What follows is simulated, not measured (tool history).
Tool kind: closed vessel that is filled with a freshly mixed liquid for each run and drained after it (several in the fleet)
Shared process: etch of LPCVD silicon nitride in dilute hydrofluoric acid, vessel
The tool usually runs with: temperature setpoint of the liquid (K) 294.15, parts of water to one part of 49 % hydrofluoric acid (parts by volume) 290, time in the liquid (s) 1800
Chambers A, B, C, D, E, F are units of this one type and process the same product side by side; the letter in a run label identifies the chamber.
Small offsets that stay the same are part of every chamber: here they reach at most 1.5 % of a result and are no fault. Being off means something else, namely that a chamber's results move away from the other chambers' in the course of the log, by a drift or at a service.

run   hour  temperature setpoint of the liquid (K)  parts of water to one part of 49 % hydrofluoric acid (parts by volume)  time in the liquid (s)  hours since the thermometer was replaced  hours since the hydrofluoric acid flow meter was replaced  read-back film thickness of the LPCVD silicon nitride reference wafer, read on the same gauge (nm)  thickness taken off the LPCVD silicon nitride on a monitor wafer (angstrom)
 1F    5.8                                  294.15                                                                     290                    1800                                    1287.4                                                      261.1                                                                                              149.99                                                                       29.172
 2C   14.5                                  294.15                                                                     290                    1800                                     264.4                                                      565.6                                                                                              150.01                                                                       28.977
 3D   19.6                                  294.15                                                                     290                    1800                                     190.1                                                      413.6                                                                                              150.01                                                                       28.835
 4B   27.1                                  294.15                                                                     290                    1800                                     647.2                                                      416.2                                                                                              150.03                                                                       30.139
 5A   33.7                                  294.15                                                                     290                    1800                                    1271.3                                                      508.1                                                                                                 150                                                                        29.13
 6E   40.1                                  294.15                                                                     290                    1800                                     364.4                                                      406.2                                                                                              149.96                                                                       28.575
 7D   48.2                                  294.15                                                                     290                    1800                                     218.7                                                      442.2                                                                                              149.99                                                                       29.113
 8B   55.9                                  294.15                                                                     290                    1800                                       676                                                        445                                                                                              150.01                                                                       29.664
 9E   64.1                                  294.15                                                                     290                    1800                                     388.4                                                      430.2                                                                                              149.98                                                                       28.383
10F   74.1                                  294.15                                                                     350                    1800                                    1355.7                                                      329.4                                                                                              149.98                                                                       24.389
11C   84.2                                  294.15                                                                     350                    1800                                     334.1                                                      635.3                                                                                                 150                                                                       23.481
12A   91.5                                  294.15                                                                     350                    1800                                    1329.1                                                      565.9                                                                                              150.02                                                                       24.621
13B  102.2                                  294.15                                                                     350                    1800                                     722.3                                                      491.3                                                                                              149.95                                                                       24.946
14D  112.5                                  294.15                                                                     350                    1800                                       283                                                      506.5                                                                                              149.99                                                                       24.358
15C  117.8                                  294.15                                                                     350                    1800                                     367.7                                                      668.9                                                                                              150.03                                                                       23.958
16E  127.5                                  290.15                                                                     230                    1800                                     451.8                                                      493.6                                                                                              150.01                                                                        27.55
17F  134.8                                  290.15                                                                     230                    1800                                    1416.4                                                      390.1                                                                                              150.03                                                                       27.676
18A  144.2                                  290.15                                                                     230                    1800                                    1381.8                                                      618.6                                                                                              149.95                                                                       27.909
19F  150.8                                  290.15                                                                     230                    1800                                    1432.4                                                      406.1                                                                                                 150                                                                       27.935
20E    158                                  290.15                                                                     230                    1800                                     482.3                                                      524.1                                                                                                 150                                                                       28.349
21B  168.1                                  290.15                                                                     230                    1800                                     788.2                                                      557.2                                                                                              149.99                                                                       27.607
22C  174.4                                  294.15                                                                     290                    1800                                     424.3                                                      725.5                                                                                              149.99                                                                       28.801
23D  180.8                                  294.15                                                                     290                    1800                                     351.3                                                      574.8                                                                                                 150                                                                       29.307
24A    187                                  294.15                                                                     290                    1800                                    1424.6                                                      661.4                                                                                              150.01                                                                       29.236
     188.9  -- chamber F: hydrofluoric acid flow meter replaced
25E    197                                  291.15                                                                     290                    1435                                     521.3                                                      563.1                                                                                              150.01                                                                       18.615
26B  203.3                                  291.15                                                                     290                    1435                                     823.4                                                      592.4                                                                                              150.02                                                                       18.961
27F  209.8                                  291.15                                                                     290                    1435                                    1491.4                                                         21                                                                                              150.02                                                                       18.985
28C    219                                  291.15                                                                     290                    1435                                     468.9                                                      770.1                                                                                                 150                                                                        19.14
29D  229.9                                  291.15                                                                     290                    1435                                     400.4                                                      623.9                                                                                              150.04                                                                       19.037
30A  240.1                                  291.15                                                                     290                    1435                                    1477.7                                                      714.5                                                                                                 150                                                                       19.177
31A  245.9                                  294.15                                                                     290                    1800                                    1483.5                                                      720.3                                                                                              150.03                                                                       29.247
32F  256.3                                  294.15                                                                     185                    2635                                    1537.9                                                       67.5                                                                                                 150                                                                       65.468
33C  262.2                                  294.15                                                                     185                    2635                                     512.1                                                      813.3                                                                                              149.99                                                                       65.577
34D  268.2                                  294.15                                                                     185                    2635                                     438.7                                                      662.2                                                                                              149.99                                                                       66.148
35B  275.4                                  294.15                                                                     185                    2635                                     895.5                                                      664.5                                                                                              149.95                                                                        61.07
36E  285.2                                  294.15                                                                     185                    2635                                     609.5                                                      651.3                                                                                                 150                                                                       65.053
37F  292.2                                  294.15                                                                     185                    2635                                    1573.8                                                      103.4                                                                                              150.01                                                                       65.747
38D  297.2                                  290.65                                                                     290                     760                                     467.7                                                      691.2                                                                                              150.01                                                                        9.951
39A    303                                  290.65                                                                     290                     760                                    1540.6                                                      777.4                                                                                              150.02                                                                       10.051
40B  309.3                                  290.65                                                                     290                     760                                     929.4                                                      698.4                                                                                                 150                                                                       9.2558
41E  315.4                                  290.65                                                                     290                     760                                     639.7                                                      681.5                                                                                              150.02                                                                       9.5571
42C  325.1                                  290.65                                                                     290                     760                                       575                                                      876.2                                                                                              149.97                                                                       9.6373

One chamber off, gauge drift, or nothing amiss beyond the chambers' own small offsets? If it is a chamber, which one, and what is the likeliest cause?

Chamber B drifts away from the others.
Most likely cause: hydrofluoric acid flow below the setpoint (%) = 10.5.
With only this log, it may be confused with: liquid colder than its thermometer reads (K).

Here are 4 candidates for chamber B's next run, each the usual settings with a change, their results left as question marks. Which one brings its results back in line with what the others give on the usual settings?
A result is in line if it is within this distance of the other chambers' mean on the usual settings: thickness taken off the LPCVD silicon nitride on a monitor wafer (angstrom) 1.2
43B-1   333                                  293.65                                                                     310                    1800                                                                                                                                                                                                                                                                                     ?
43B-2   333                                  294.15                                                                     240                    1800                                                                                                                                                                                                                                                                                     ?
43B-3   333                                  293.65                                                                     290                    1550                                                                                                                                                                                                                                                                                     ?
43B-4   333                                  294.15                                                                     265                    1800                                                                                                                                                                                                                                                                                     ?

The other chambers' mean on the usual settings: thickness taken off the LPCVD silicon nitride on a monitor wafer (angstrom) 29.007
  run  thickness taken off the LPCVD silicon nitride on a monitor wafer (angstrom)
43B-1                                                                       24.344
43B-2                                                                       32.192
43B-3                                                                       22.363
43B-4                                                                       29.231
It is 43B-4 that realigns the chamber with its peers.
